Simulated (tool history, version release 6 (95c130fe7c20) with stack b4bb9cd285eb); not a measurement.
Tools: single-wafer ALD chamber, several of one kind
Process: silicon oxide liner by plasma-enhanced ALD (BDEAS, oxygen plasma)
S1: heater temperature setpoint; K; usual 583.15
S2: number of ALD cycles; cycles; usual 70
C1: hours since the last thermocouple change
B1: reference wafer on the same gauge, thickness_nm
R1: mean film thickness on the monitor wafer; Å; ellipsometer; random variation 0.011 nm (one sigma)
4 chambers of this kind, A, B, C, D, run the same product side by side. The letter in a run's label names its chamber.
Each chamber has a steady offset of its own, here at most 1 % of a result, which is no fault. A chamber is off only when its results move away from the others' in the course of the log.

Run 1C, hour 4.4: usual settings; C1 1111.3; B1 6.7125. Result: R1 64.602 Å.
Run 2B, hour 8.7: usual settings; C1 1570.2; B1 6.7148. Result: R1 64.173 Å.
Run 3A, hour 12.7: usual settings; C1 590.4; B1 6.7118. Result: R1 64.033 Å.
Run 4D, hour 16.1: usual settings; C1 136.6; B1 6.7176. Result: R1 64.668 Å.
Run 5D, hour 20.8: usual settings but S1 593.15 K, S2 60 cycles; C1 141.3; B1 6.7174. Result: R1 54.510 Å.
Run 6C, hour 25.3: usual settings but S1 593.15 K, S2 60 cycles; C1 1132.2; B1 6.7196. Result: R1 54.649 Å.
Run 7A, hour 27.7: usual settings but S1 593.15 K, S2 60 cycles; C1 605.4; B1 6.7186. Result: R1 54.261 Å.
Run 8B, hour 30.5: usual settings but S1 593.15 K, S2 60 cycles; C1 1592.0; B1 6.7217. Result: R1 54.200 Å.
Run 9D, hour 34.7: usual settings; C1 155.2; B1 6.7238. Result: R1 64.777 Å.
Run 10B, hour 38.8: usual settings; C1 1600.3; B1 6.7257. Result: R1 64.104 Å.
Run 11A, hour 42.0: usual settings but S2 74 cycles; C1 619.7; B1 6.7283. Result: R1 67.611 Å.
Run 12C, hour 45.7: usual settings but S2 74 cycles; C1 1152.6; B1 6.7304. Result: R1 68.172 Å.
Run 13A, hour 49.3: usual settings but S2 74 cycles; C1 627.0; B1 6.7288. Result: R1 67.648 Å.
Run 14B, hour 51.5: usual settings but S2 74 cycles; C1 1613.0; B1 6.7300. Result: R1 67.936 Å.
Run 15C, hour 55.4: usual settings; C1 1162.3; B1 6.7262. Result: R1 64.821 Å.
Run 16D, hour 57.5: usual settings; C1 178.0; B1 6.7329. Result: R1 64.650 Å.
Run 17B, hour 60.7: usual settings; C1 1622.2; B1 6.7347. Result: R1 64.111 Å.
Run 18D, hour 63.9: usual settings; C1 184.4; B1 6.7334. Result: R1 64.650 Å.
Run 19C, hour 68.1: usual settings; C1 1175.0; B1 6.7354. Result: R1 64.834 Å.
Run 20A, hour 72.7: usual settings; C1 650.4; B1 6.7400. Result: R1 64.423 Å.
Run 21C, hour 77.0: usual settings but S1 595.15 K, S2 62 cycles; C1 1183.9; B1 6.7377. Result: R1 56.431 Å.
Run 22D, hour 79.1: usual settings but S1 595.15 K, S2 62 cycles; C1 199.6; B1 6.7382. Result: R1 56.469 Å.
Run 23B, hour 83.7: usual settings but S1 595.15 K, S2 62 cycles; C1 1645.2; B1 6.7442. Result: R1 55.927 Å.
Run 24A, hour 88.2: usual settings but S1 595.15 K, S2 62 cycles; C1 665.9; B1 6.7412. Result: R1 55.787 Å.
Run 25C, hour 90.4: usual settings but S2 59 cycles; C1 1197.3; B1 6.7451. Result: R1 54.744 Å.
Run 26B, hour 92.8: usual settings but S2 59 cycles; C1 1654.3; B1 6.7442. Result: R1 54.086 Å.
Run 27D, hour 97.0: usual settings but S2 59 cycles; C1 217.5; B1 6.7433. Result: R1 54.635 Å.
Run 28A, hour 101.2: usual settings but S2 59 cycles; C1 678.9; B1 6.7457. Result: R1 54.138 Å.
Run 29D, hour 105.3: usual settings but S1 594.15 K; C1 225.8; B1 6.7529. Result: R1 63.885 Å.
Run 30A, hour 107.8: usual settings but S1 594.15 K; C1 685.5; B1 6.7514. Result: R1 63.283 Å.
Run 31B, hour 110.1: usual settings but S1 594.15 K; C1 1671.6; B1 6.7529. Result: R1 63.310 Å.
Run 32C, hour 113.3: usual settings but S1 594.15 K; C1 1220.2; B1 6.7507. Result: R1 63.894 Å.
Run 33C, hour 115.5: usual settings; C1 1222.4; B1 6.7504. Result: R1 65.111 Å.
Run 34A, hour 119.9: usual settings; C1 697.6; B1 6.7541. Result: R1 64.254 Å.

All 4 chambers run these settings next. Forecast each chamber's results:
Run 35A, hour 123.3: usual settings. Result: R1 ?.
Run 35B, hour 123.3: usual settings. Result: R1 ?.
Run 35C, hour 123.3: usual settings. Result: R1 ?.
Run 35D, hour 123.3: usual settings. Result: R1 ?.

run      R1
35A  64.496
35B  64.463
35C  65.118
35D  65.101

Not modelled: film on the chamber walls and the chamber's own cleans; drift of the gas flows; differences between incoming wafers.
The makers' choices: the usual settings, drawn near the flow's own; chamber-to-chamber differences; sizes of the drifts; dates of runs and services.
